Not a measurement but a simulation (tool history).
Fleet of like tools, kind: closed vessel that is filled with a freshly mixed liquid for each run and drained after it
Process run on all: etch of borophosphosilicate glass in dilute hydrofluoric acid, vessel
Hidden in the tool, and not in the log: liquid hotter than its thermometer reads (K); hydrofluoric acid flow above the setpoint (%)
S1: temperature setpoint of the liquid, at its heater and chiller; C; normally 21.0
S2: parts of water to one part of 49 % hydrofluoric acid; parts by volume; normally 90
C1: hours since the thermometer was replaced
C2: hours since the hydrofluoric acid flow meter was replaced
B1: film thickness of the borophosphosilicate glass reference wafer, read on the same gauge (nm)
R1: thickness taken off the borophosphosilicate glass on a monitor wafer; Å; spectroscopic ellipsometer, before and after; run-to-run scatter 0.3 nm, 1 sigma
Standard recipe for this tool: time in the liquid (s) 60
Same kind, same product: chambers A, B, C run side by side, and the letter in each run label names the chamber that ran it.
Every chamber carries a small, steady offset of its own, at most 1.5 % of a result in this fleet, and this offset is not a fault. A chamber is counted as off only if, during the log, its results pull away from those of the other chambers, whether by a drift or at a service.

Run 1B, hour 13.7: usual settings; C1 814.9; C2 775.8; B1 29.975. Result: R1 334.66 Å.
Run 2A, hour 28.7: usual settings; C1 821.1; C2 248.3; B1 29.968. Result: R1 330.11 Å.
Run 3C, hour 42.8: usual settings; C1 1314.3; C2 1105.9; B1 29.975. Result: R1 325.32 Å.
Run 4B, hour 50.9: usual settings; C1 852.1; C2 813.0; B1 30.007. Result: R1 329.69 Å.
Run 5A, hour 61.8: usual settings; C1 854.2; C2 281.4; B1 29.943. Result: R1 331.54 Å.
Run 6C, hour 70.5: usual settings but time in the liquid (s) 30; C1 1342.0; C2 1133.6; B1 30.004. Result: R1 164.57 Å.
At hour 73.7: chamber C: thermometer replaced.
Run 7C, hour 85.2: usual settings but time in the liquid (s) 30; C1 11.5; C2 1148.3; B1 29.994. Result: R1 161.96 Å.
Run 8B, hour 94.0: usual settings but time in the liquid (s) 30; C1 895.2; C2 856.1; B1 29.992. Result: R1 164.62 Å.
Run 9A, hour 108.4: usual settings; C1 900.8; C2 328.0; B1 30.021. Result: R1 330.67 Å.
Run 10B, hour 119.1: usual settings; C1 920.3; C2 881.2; B1 30.037. Result: R1 330.18 Å.
Run 11A, hour 129.7: usual settings; C1 922.1; C2 349.3; B1 29.983. Result: R1 334.54 Å.
Run 12C, hour 142.0: usual settings; C1 68.3; C2 1205.1; B1 30.009. Result: R1 331.50 Å.
Run 13B, hour 149.2: usual settings; C1 950.4; C2 911.3; B1 30.031. Result: R1 336.31 Å.
Run 14A, hour 164.0: usual settings; C1 956.4; C2 383.6; B1 29.947. Result: R1 334.57 Å.
Run 15C, hour 174.8: usual settings; C1 101.1; C2 1237.9; B1 30.003. Result: R1 332.50 Å.
Run 16A, hour 182.8: usual settings; C1 975.2; C2 402.4; B1 29.965. Result: R1 335.97 Å.
At hour 187.7: chamber A: thermometer replaced.
Run 17C, hour 193.8: usual settings; C1 120.1; C2 1256.9; B1 30.009. Result: R1 337.74 Å.
Run 18B, hour 203.3: usual settings; C1 1004.5; C2 965.4; B1 30.033. Result: R1 330.48 Å.
Run 19A, hour 212.8: usual settings; C1 25.2; C2 432.4; B1 29.962. Result: R1 328.84 Å.
Run 20B, hour 223.8: usual settings; C1 1025.0; C2 985.9; B1 30.004. Result: R1 337.53 Å.
Run 21C, hour 232.6: usual settings; C1 158.9; C2 1295.7; B1 30.054. Result: R1 330.88 Å.
Run 22A, hour 242.3: usual settings but S1 24.5 C; C1 54.7; C2 461.9; B1 29.967. Result: R1 383.89 Å.
Run 23C, hour 249.2: usual settings but S1 24.5 C; C1 175.5; C2 1312.3; B1 30.040. Result: R1 391.82 Å.
Run 24B, hour 257.8: usual settings but S1 24.5 C; C1 1059.0; C2 1019.9; B1 30.014. Result: R1 383.23 Å.
Run 25C, hour 268.3: usual settings; C1 194.6; C2 1331.4; B1 30.022. Result: R1 345.58 Å.
Run 26A, hour 280.1: usual settings but S1 17.0 C, time in the liquid (s) 45; C1 92.5; C2 499.7; B1 29.971. Result: R1 214.19 Å.
Run 27B, hour 288.1: usual settings but S1 17.0 C, time in the liquid (s) 45; C1 1089.3; C2 1050.2; B1 29.965. Result: R1 213.62 Å.
Run 28A, hour 296.5: usual settings but S1 17.0 C, time in the liquid (s) 45; C1 108.9; C2 516.1; B1 30.000. Result: R1 214.33 Å.
Run 29B, hour 304.0: usual settings; C1 1105.2; C2 1066.1; B1 29.967. Result: R1 334.15 Å.
Run 30C, hour 317.4: usual settings; C1 243.7; C2 1380.5; B1 29.971. Result: R1 339.29 Å.
Run 31B, hour 329.4: usual settings; C1 1130.6; C2 1091.5; B1 30.024. Result: R1 335.02 Å.
Run 32C, hour 336.5: usual settings; C1 262.8; C2 1399.6; B1 30.000. Result: R1 346.93 Å.
Run 33A, hour 347.5: usual settings; C1 159.9; C2 567.1; B1 30.011. Result: R1 327.02 Å.
Run 34A, hour 358.8: usual settings; C1 171.2; C2 578.4; B1 29.997. Result: R1 325.08 Å.
Run 35C, hour 371.4: usual settings but time in the liquid (s) 30; C1 297.7; C2 1434.5; B1 30.004. Result: R1 174.97 Å.
Run 36B, hour 381.0: usual settings but time in the liquid (s) 30; C1 1182.2; C2 1143.1; B1 30.008. Result: R1 165.22 Å.
Run 37B, hour 388.8: usual settings but time in the liquid (s) 30; C1 1190.0; C2 1150.9; B1 30.002. Result: R1 166.19 Å.
Run 38A, hour 398.1: usual settings; C1 210.5; C2 617.7; B1 29.981. Result: R1 329.08 Å.

Has any chamber moved away from the others, gradually or after a service, or does the common gauge drift, or do the chambers differ only by their own small steady offsets? State the chamber and the most likely cause if one applies.

One chamber, C, drifts off from the rest bit by bit.
What lies behind it: hydrofluoric acid flow above the setpoint (%) = 6.61.
With only this log, it may be confused with: liquid hotter than its thermometer reads (K).

Here are 4 candidates for chamber C's next run, each the usual settings with a change, their results left as question marks. Which one brings its results back in line with what the others give on the usual settings?
In-line tolerance around the mean of the other chambers on the usual settings: R1 10.00 Å
Run 39C-1, hour 409.2: usual settings but S1 23.5 C. Result: R1 ?.
Run 39C-2, hour 409.2: usual settings but S2 85 parts by volume. Result: R1 ?.
Run 39C-3, hour 409.2: usual settings but S1 18.5 C. Result: R1 ?.
Run 39C-4, hour 409.2: usual settings but S2 95 parts by volume. Result: R1 ?.

The other chambers' mean on the usual settings: R1 331.55 Å
  run      R1
39C-1  386.00
39C-2  370.46
39C-3  313.20
39C-4  328.14
Change 39C-4 lands the chamber within the allowed miss of the other chambers.

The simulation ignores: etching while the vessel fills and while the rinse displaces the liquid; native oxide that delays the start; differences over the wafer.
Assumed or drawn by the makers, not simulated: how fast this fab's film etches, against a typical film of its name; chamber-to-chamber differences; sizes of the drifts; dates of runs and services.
